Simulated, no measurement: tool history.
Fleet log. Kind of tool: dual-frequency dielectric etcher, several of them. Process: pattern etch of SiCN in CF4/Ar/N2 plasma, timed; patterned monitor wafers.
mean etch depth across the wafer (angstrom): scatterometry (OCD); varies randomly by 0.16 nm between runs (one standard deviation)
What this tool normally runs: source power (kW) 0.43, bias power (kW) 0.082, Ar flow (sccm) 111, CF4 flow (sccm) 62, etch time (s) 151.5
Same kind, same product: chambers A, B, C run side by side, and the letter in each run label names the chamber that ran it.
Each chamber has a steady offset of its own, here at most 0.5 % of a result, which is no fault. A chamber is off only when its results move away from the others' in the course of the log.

| run | hour | source power (kW) | bias power (kW) | Ar flow (sccm) | CF4 flow (sccm) | etch time (s) | hours since the last wet clean | hours since the last source power generator calibration | hours since the last bias power generator calibration | hours since the last Ar flow controller change | hours since the last CF4 flow controller change | read-back reference wafer on the same gauge, depth_nm | mean etch depth across the wafer (angstrom) |
|---|---|---|---|---|---|---|---|---|---|---|---|---|---|
| 1B | 7.7 | 0.43 | 0.082 | 111 | 62 | 151.5 | 88.1 | 1177.6 | 1186.2 | 2264.6 | 2253.5 | 114.99 | 1270.7 |
| 2C | 15.2 | 0.43 | 0.082 | 111 | 62 | 151.5 | 287.2 | 3319.4 | 2187.5 | 3698.1 | 1081.2 | 114.97 | 1269.8 |
| 3A | 25.5 | 0.43 | 0.082 | 111 | 62 | 151.5 | 473.9 | 3247.3 | 922.8 | 638.3 | 5906.2 | 114.92 | 1269.4 |
| 4A | 34.2 | 0.43 | 0.082 | 111 | 62 | 151.5 | 482.6 | 3256 | 931.5 | 647 | 5914.9 | 114.92 | 1268.5 |
| 5B | 39.7 | 0.43 | 0.082 | 111 | 62 | 151.5 | 120.1 | 1209.6 | 1218.2 | 2296.6 | 2285.5 | 114.92 | 1268.8 |
| 6C | 51.9 | 0.43 | 0.082 | 111 | 62 | 191.5 | 323.9 | 3356.1 | 2224.2 | 3734.8 | 1117.9 | 114.91 | 1603.4 |
| 7B | 64.3 | 0.43 | 0.082 | 111 | 62 | 191.5 | 144.7 | 1234.2 | 1242.8 | 2321.2 | 2310.1 | 114.93 | 1605.7 |
| 8A | 76.2 | 0.43 | 0.082 | 111 | 62 | 191.5 | 524.6 | 3298 | 973.5 | 689 | 5956.9 | 114.88 | 1601.7 |
| 9C | 86 | 0.43 | 0.082 | 111 | 62 | 151.5 | 358 | 3390.2 | 2258.3 | 3768.9 | 1152 | 114.89 | 1266.3 |
| 10C | 94.4 | 0.43 | 0.082 | 111 | 62 | 151.5 | 366.4 | 3398.6 | 2266.7 | 3777.3 | 1160.4 | 114.86 | 1267.5 |
| 11B | 104 | 0.43 | 0.082 | 111 | 62 | 151.5 | 184.4 | 1273.9 | 1282.5 | 2360.9 | 2349.8 | 114.84 | 1273.7 |
| 12A | 112 | 0.37 | 0.082 | 125 | 62 | 151.5 | 560.4 | 3333.8 | 1009.3 | 724.8 | 5992.7 | 114.81 | 1094.6 |
|  | 115.4 | chamber A: wet clean of the chamber |
|  | 122 | chamber C: wet clean of the chamber |
| 13A | 123.4 | 0.37 | 0.082 | 125 | 62 | 151.5 | 8.1 | 3345.2 | 1020.7 | 736.2 | 6004.1 | 114.82 | 1094.5 |
| 14B | 134.7 | 0.37 | 0.082 | 125 | 62 | 151.5 | 215.1 | 1304.6 | 1313.2 | 2391.6 | 2380.5 | 114.8 | 1093.4 |
| 15C | 144.3 | 0.43 | 0.082 | 111 | 62 | 151.5 | 22.4 | 3448.5 | 2316.6 | 3827.2 | 1210.3 | 114.77 | 1267.9 |
| 16B | 154.1 | 0.43 | 0.082 | 111 | 62 | 151.5 | 234.5 | 1324 | 1332.6 | 2411 | 2399.9 | 114.76 | 1269.3 |
|  | 158.3 | chamber C: source power generator calibrated |
| 17A | 165 | 0.43 | 0.082 | 111 | 62 | 151.5 | 49.7 | 3386.8 | 1062.3 | 777.8 | 6045.7 | 114.77 | 1265.6 |
| 18C | 174.5 | 0.43 | 0.082 | 111 | 62 | 151.5 | 52.6 | 16.3 | 2346.8 | 3857.4 | 1240.5 | 114.72 | 1268.1 |
| 19C | 182.4 | 0.43 | 0.082 | 111 | 62 | 151.5 | 60.5 | 24.2 | 2354.7 | 3865.3 | 1248.4 | 114.73 | 1266.2 |
| 20B | 189.1 | 0.43 | 0.094 | 131 | 62 | 151.5 | 269.5 | 1359 | 1367.6 | 2446 | 2434.9 | 114.69 | 1306 |
| 21A | 195.9 | 0.43 | 0.094 | 131 | 62 | 151.5 | 80.6 | 3417.7 | 1093.2 | 808.7 | 6076.6 | 114.69 | 1300.1 |
| 22A | 205.2 | 0.43 | 0.094 | 131 | 62 | 151.5 | 89.9 | 3427 | 1102.5 | 818 | 6085.9 | 114.68 | 1301.5 |
| 23B | 214.2 | 0.43 | 0.082 | 111 | 62 | 151.5 | 294.6 | 1384.1 | 1392.7 | 2471.1 | 2460 | 114.66 | 1268.2 |
| 24C | 226.4 | 0.43 | 0.082 | 111 | 62 | 151.5 | 104.5 | 68.2 | 2398.7 | 3909.3 | 1292.4 | 114.67 | 1265.8 |
|  | 234.2 | chamber C: Ar flow controller replaced |
| 25A | 235.5 | 0.43 | 0.082 | 111 | 62 | 151.5 | 120.2 | 3457.3 | 1132.8 | 848.3 | 6116.2 | 114.64 | 1264.7 |
| 26C | 241.7 | 0.43 | 0.082 | 111 | 62 | 151.5 | 119.8 | 83.5 | 2414 | 7.5 | 1307.7 | 114.63 | 1265.6 |
| 27B | 250.7 | 0.43 | 0.082 | 111 | 76 | 114 | 331.1 | 1420.6 | 1429.2 | 2507.6 | 2496.5 | 114.61 | 983.51 |
|  | 252 | chamber B: CF4 flow controller replaced |
| 28C | 260.3 | 0.43 | 0.082 | 111 | 76 | 114 | 138.4 | 102.1 | 2432.6 | 26.1 | 1326.3 | 114.58 | 978.04 |
| 29A | 265.9 | 0.43 | 0.082 | 111 | 76 | 114 | 150.6 | 3487.7 | 1163.2 | 878.7 | 6146.6 | 114.6 | 980.66 |
| 30B | 276.5 | 0.43 | 0.065 | 111 | 62 | 151.5 | 356.9 | 1446.4 | 1455 | 2533.4 | 24.6 | 114.55 | 1166.2 |
| 31A | 287.3 | 0.43 | 0.065 | 111 | 62 | 151.5 | 172 | 3509.1 | 1184.6 | 900.1 | 6168 | 114.57 | 1160.9 |
| 32C | 299.7 | 0.43 | 0.065 | 111 | 62 | 151.5 | 177.8 | 141.5 | 2472 | 65.5 | 1365.7 | 114.55 | 1162 |
| 33B | 306.9 | 0.43 | 0.082 | 111 | 62 | 151.5 | 387.3 | 1476.8 | 1485.4 | 2563.8 | 55 | 114.5 | 1265.7 |
| 34B | 314.6 | 0.43 | 0.082 | 111 | 62 | 176 | 395 | 1484.5 | 1493.1 | 2571.5 | 62.7 | 114.54 | 1469.9 |
| 35A | 325.7 | 0.43 | 0.082 | 111 | 62 | 176 | 210.4 | 3547.5 | 1223 | 938.5 | 6206.4 | 114.45 | 1470.3 |
| 36C | 335.1 | 0.43 | 0.082 | 111 | 62 | 176 | 213.2 | 176.9 | 2507.4 | 100.9 | 1401.1 | 114.52 | 1468.6 |
| 37C | 344.9 | 0.43 | 0.082 | 111 | 62 | 151.5 | 223 | 186.7 | 2517.2 | 110.7 | 1410.9 | 114.46 | 1264.1 |
| 38A | 356.5 | 0.43 | 0.082 | 111 | 62 | 151.5 | 241.2 | 3578.3 | 1253.8 | 969.3 | 6237.2 | 114.45 | 1258.8 |
|  | 357.3 | chamber B: wet clean of the chamber |
| 39B | 365.9 | 0.43 | 0.082 | 111 | 62 | 151.5 | 8.7 | 1535.8 | 1544.4 | 2622.8 | 114 | 114.45 | 1267.3 |
| 40C | 374.3 | 0.43 | 0.082 | 111 | 62 | 151.5 | 252.4 | 216.1 | 2546.6 | 140.1 | 1440.3 | 114.38 | 1260.6 |

Is one chamber off against the others, does the gauge drift, or is nothing wrong? If a chamber is off, say which, and what the likeliest cause is.

The shared gauge is drifting. All chambers look as if they move in step, but none is off.
What lies behind it: gauge reads low (%) = 0.516.

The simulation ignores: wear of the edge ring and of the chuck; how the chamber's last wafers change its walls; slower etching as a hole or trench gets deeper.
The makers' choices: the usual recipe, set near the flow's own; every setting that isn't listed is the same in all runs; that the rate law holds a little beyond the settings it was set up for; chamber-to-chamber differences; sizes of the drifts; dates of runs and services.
